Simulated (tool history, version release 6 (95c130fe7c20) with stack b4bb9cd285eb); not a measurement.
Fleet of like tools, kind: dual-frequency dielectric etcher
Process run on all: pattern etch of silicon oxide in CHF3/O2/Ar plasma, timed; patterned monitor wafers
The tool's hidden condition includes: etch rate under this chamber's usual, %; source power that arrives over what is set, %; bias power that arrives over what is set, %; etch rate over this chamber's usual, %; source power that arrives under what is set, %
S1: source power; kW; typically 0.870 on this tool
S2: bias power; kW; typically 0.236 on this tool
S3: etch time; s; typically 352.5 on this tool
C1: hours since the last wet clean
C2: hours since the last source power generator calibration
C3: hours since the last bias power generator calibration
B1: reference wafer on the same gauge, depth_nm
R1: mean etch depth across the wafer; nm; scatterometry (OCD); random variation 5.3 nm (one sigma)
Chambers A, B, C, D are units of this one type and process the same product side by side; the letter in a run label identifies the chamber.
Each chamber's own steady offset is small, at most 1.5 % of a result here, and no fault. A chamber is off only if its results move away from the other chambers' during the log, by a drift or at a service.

Run 1C, hour 7.3: usual settings; C1 635.1; C2 1527.2; C3 1971.6; B1 939.63. Result: R1 873.67 nm.
Run 2D, hour 12.0: usual settings; C1 429.0; C2 1968.8; C3 1118.7; B1 940.88. Result: R1 871.21 nm.
At hour 14.9: chamber C: wet clean of the chamber.
Run 3B, hour 16.5: usual settings; C1 399.2; C2 2513.1; C3 2568.2; B1 940.03. Result: R1 875.08 nm.
Run 4A, hour 24.1: usual settings; C1 552.8; C2 1304.4; C3 1362.7; B1 941.07. Result: R1 883.00 nm.
Run 5B, hour 28.1: usual settings; C1 410.8; C2 2524.7; C3 2579.8; B1 939.48. Result: R1 888.40 nm.
Run 6A, hour 35.7: usual settings; C1 564.4; C2 1316.0; C3 1374.3; B1 940.35. Result: R1 878.93 nm.
Run 7C, hour 43.0: usual settings; C1 28.1; C2 1562.9; C3 2007.3; B1 940.48. Result: R1 874.67 nm.
Run 8D, hour 47.5: usual settings; C1 464.5; C2 2004.3; C3 1154.2; B1 938.96. Result: R1 867.61 nm.
Run 9D, hour 52.2: usual settings; C1 469.2; C2 2009.0; C3 1158.9; B1 940.44. Result: R1 876.22 nm.
Run 10C, hour 55.8: usual settings but S1 1.080 kW, S2 0.265 kW; C1 40.9; C2 1575.7; C3 2020.1; B1 939.71. Result: R1 990.29 nm.
Run 11B, hour 61.7: usual settings but S1 1.080 kW, S2 0.265 kW; C1 444.4; C2 2558.3; C3 2613.4; B1 939.95. Result: R1 998.67 nm.
At hour 67.0: chamber A: wet clean of the chamber.
Run 12A, hour 67.4: usual settings but S1 1.080 kW, S2 0.265 kW; C1 0.5; C2 1347.7; C3 1406.0; B1 940.40. Result: R1 958.28 nm.
Run 13B, hour 74.7: usual settings but S1 1.080 kW, S2 0.265 kW; C1 457.4; C2 2571.3; C3 2626.4; B1 939.93. Result: R1 1004.20 nm.
Run 14C, hour 82.1: usual settings; C1 67.2; C2 1602.0; C3 2046.4; B1 940.86. Result: R1 874.67 nm.
Run 15D, hour 85.9: usual settings; C1 502.9; C2 2042.7; C3 1192.6; B1 938.78. Result: R1 881.45 nm.
At hour 90.7: chamber B: wet clean of the chamber.
Run 16A, hour 90.7: usual settings; C1 23.8; C2 1371.0; C3 1429.3; B1 938.23. Result: R1 853.03 nm.
Run 17B, hour 95.7: usual settings; C1 5.1; C2 2592.3; C3 2647.4; B1 938.22. Result: R1 882.93 nm.
Run 18C, hour 99.5: usual settings; C1 84.6; C2 1619.4; C3 2063.8; B1 939.05. Result: R1 873.76 nm.
At hour 101.7: chamber D: wet clean of the chamber.
Run 19D, hour 105.8: usual settings; C1 4.2; C2 2062.6; C3 1212.5; B1 941.78. Result: R1 876.90 nm.
Run 20A, hour 110.2: usual settings but S3 421.5 s; C1 43.3; C2 1390.5; C3 1448.8; B1 938.31. Result: R1 1018.90 nm.
Run 21A, hour 114.8: usual settings but S3 421.5 s; C1 47.9; C2 1395.1; C3 1453.4; B1 940.79. Result: R1 1012.20 nm.
Run 22C, hour 121.3: usual settings but S3 421.5 s; C1 106.4; C2 1641.2; C3 2085.6; B1 938.81. Result: R1 1036.00 nm.
Run 23D, hour 125.3: usual settings but S3 421.5 s; C1 23.7; C2 2082.1; C3 1232.0; B1 940.83. Result: R1 1032.90 nm.
Run 24B, hour 129.3: usual settings; C1 38.7; C2 2625.9; C3 2681.0; B1 940.20. Result: R1 878.74 nm.
Run 25B, hour 136.0: usual settings; C1 45.4; C2 2632.6; C3 2687.7; B1 939.78. Result: R1 883.89 nm.
Run 26D, hour 143.8: usual settings; C1 42.2; C2 2100.6; C3 1250.5; B1 942.04. Result: R1 876.71 nm.
Run 27C, hour 150.3: usual settings; C1 135.4; C2 1670.2; C3 2114.6; B1 940.43. Result: R1 869.50 nm.
Run 28A, hour 155.4: usual settings but S2 0.189 kW; C1 88.5; C2 1435.7; C3 1494.0; B1 940.26. Result: R1 790.60 nm.
Run 29C, hour 159.4: usual settings but S2 0.189 kW; C1 144.5; C2 1679.3; C3 2123.7; B1 940.65. Result: R1 799.62 nm.
Run 30A, hour 163.2: usual settings but S2 0.189 kW; C1 96.3; C2 1443.5; C3 1501.8; B1 941.01. Result: R1 786.47 nm.
Run 31B, hour 170.9: usual settings but S2 0.189 kW; C1 80.3; C2 2667.5; C3 2722.6; B1 939.95. Result: R1 828.39 nm.

Which is it: a chamber that has drifted or been left off by a service, a gauge drift common to all chambers, or only each chamber's usual small offset? If a chamber is off, name it and its likeliest cause.

Chamber A came out of a service off from its peers and stayed that way.
What lies behind it: etch rate under this chamber's usual, % = 3.81.

Below are 4 candidate recipes for chamber A's next run, each the usual settings with a change, their results shown as question marks. Which of them brings A's results back in line with what the other chambers give on the usual settings?
A result is in line if it is within this distance of the other chambers' mean on the usual settings: R1 18.00 nm
Run 32A-1, hour 176.4: usual settings but S1 0.880 kW, S3 375.0 s. Result: R1 ?.
Run 32A-2, hour 176.4: usual settings but S1 0.860 kW, S2 0.233 kW, S3 331.5 s. Result: R1 ?.
Run 32A-3, hour 176.4: usual settings but S3 341.0 s. Result: R1 ?.
Run 32A-4, hour 176.4: usual settings but S2 0.238 kW, S3 363.0 s. Result: R1 ?.

What the other chambers average on the usual settings: R1 875.76 nm
  run      R1
32A-1  909.57
32A-2  793.73
32A-3  823.58
32A-4  879.23
Change 32A-4 lands the chamber within the allowed miss of the other chambers.
